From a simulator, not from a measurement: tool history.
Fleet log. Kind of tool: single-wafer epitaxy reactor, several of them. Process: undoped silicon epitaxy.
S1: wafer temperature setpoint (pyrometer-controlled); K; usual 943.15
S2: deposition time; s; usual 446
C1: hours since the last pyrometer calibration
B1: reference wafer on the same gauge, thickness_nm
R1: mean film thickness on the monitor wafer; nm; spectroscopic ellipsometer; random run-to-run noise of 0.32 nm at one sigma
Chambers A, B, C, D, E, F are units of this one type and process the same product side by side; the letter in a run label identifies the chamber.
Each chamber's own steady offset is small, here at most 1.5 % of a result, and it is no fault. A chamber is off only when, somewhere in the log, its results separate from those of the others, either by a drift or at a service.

| run | day | S1 | S2 | C1 | B1 | R1 |
|---|---|---|---|---|---|---|
| 1C | 0.154 | 943.15 | 446 | 967.6 | 92.967 | 113.990 |
| 2B | 0.262 | 943.15 | 446 | 46.0 | 93.026 | 114.630 |
| 3E | 0.417 | 943.15 | 446 | 2448.8 | 92.974 | 114.310 |
| 4F | 0.508 | 943.15 | 446 | 271.5 | 93.030 | 114.540 |
| 5A | 0.688 | 943.15 | 446 | 221.9 | 93.044 | 116.340 |
| 6D | 0.829 | 948.15 | 379 | 2402.5 | 93.018 | 108.990 |
| 7D | 0.950 | 948.15 | 379 | 2405.4 | 93.029 | 109.200 |
| 8F | 1.088 | 948.15 | 379 | 285.4 | 93.001 | 108.980 |
| 9B | 1.204 | 948.15 | 379 | 68.6 | 93.013 | 107.480 |
| 10A | 1.388 | 948.15 | 379 | 238.7 | 92.993 | 109.440 |
| 11E | 1.538 | 948.15 | 379 | 2475.7 | 92.991 | 107.490 |
| 12C | 1.671 | 943.15 | 446 | 1004.0 | 93.028 | 113.350 |
| 13A | 1.812 | 937.15 | 446 | 248.9 | 92.978 | 102.700 |
| 14B | 1.904 | 937.15 | 446 | 85.4 | 92.984 | 100.760 |
| 15D | 2.054 | 937.15 | 446 | 2431.9 | 92.994 | 101.300 |
| 16C | 2.196 | 937.15 | 446 | 1016.6 | 92.994 | 100.100 |
| 17F | 2.375 | 937.15 | 446 | 316.3 | 92.969 | 101.630 |
|  | 2.425 | chamber E: pyrometer calibrated |
| 18E | 2.458 | 937.15 | 446 | 0.8 | 92.931 | 98.322 |
| 19A | 2.583 | 943.15 | 446 | 267.4 | 93.050 | 115.970 |
| 20B | 2.671 | 935.15 | 404 | 103.8 | 92.980 | 87.819 |
| 21D | 2.783 | 935.15 | 404 | 2449.4 | 93.065 | 88.590 |
| 22F | 2.958 | 935.15 | 404 | 330.3 | 92.946 | 88.676 |
| 23E | 3.133 | 935.15 | 404 | 17.0 | 93.027 | 85.317 |
| 24C | 3.292 | 935.15 | 404 | 1042.9 | 93.113 | 87.061 |
| 25A | 3.388 | 935.15 | 404 | 286.7 | 93.032 | 89.055 |
| 26D | 3.475 | 943.15 | 446 | 2466.0 | 93.006 | 115.840 |
| 27F | 3.583 | 943.15 | 446 | 345.3 | 92.950 | 115.320 |
| 28B | 3.679 | 943.15 | 446 | 128.0 | 93.050 | 114.260 |
| 29C | 3.833 | 943.15 | 446 | 1055.9 | 92.966 | 113.570 |
| 30E | 3.950 | 943.15 | 446 | 36.6 | 92.994 | 111.100 |
| 31B | 4.096 | 943.15 | 446 | 138.0 | 93.001 | 114.360 |
| 32D | 4.196 | 943.15 | 446 | 2483.3 | 92.963 | 115.450 |
| 33E | 4.279 | 943.15 | 446 | 44.5 | 93.029 | 111.700 |
| 34C | 4.404 | 943.15 | 446 | 1069.6 | 93.040 | 113.720 |
| 35F | 4.571 | 929.15 | 514 | 369.0 | 92.962 | 98.713 |
| 36A | 4.742 | 929.15 | 514 | 319.2 | 93.031 | 98.891 |
| 37F | 4.833 | 929.15 | 514 | 375.3 | 92.980 | 99.018 |
| 38C | 5.017 | 929.15 | 514 | 1084.3 | 92.978 | 97.785 |
| 39A | 5.117 | 929.15 | 514 | 328.2 | 92.975 | 99.690 |

All 6 chambers run these settings next. Forecast each chamber's results:
| 40A | 5.246 | 953.15 | 446 |  |  | ? |
| 40B | 5.246 | 953.15 | 446 |  |  | ? |
| 40C | 5.246 | 953.15 | 446 |  |  | ? |
| 40D | 5.246 | 953.15 | 446 |  |  | ? |
| 40E | 5.246 | 953.15 | 446 |  |  | ? |
| 40F | 5.246 | 953.15 | 446 |  |  | ? |

| run | R1 |
|---|---|
| 40A | 141.920 |
| 40B | 140.280 |
| 40C | 139.490 |
| 40D | 142.240 |
| 40E | 137.690 |
| 40F | 141.210 |
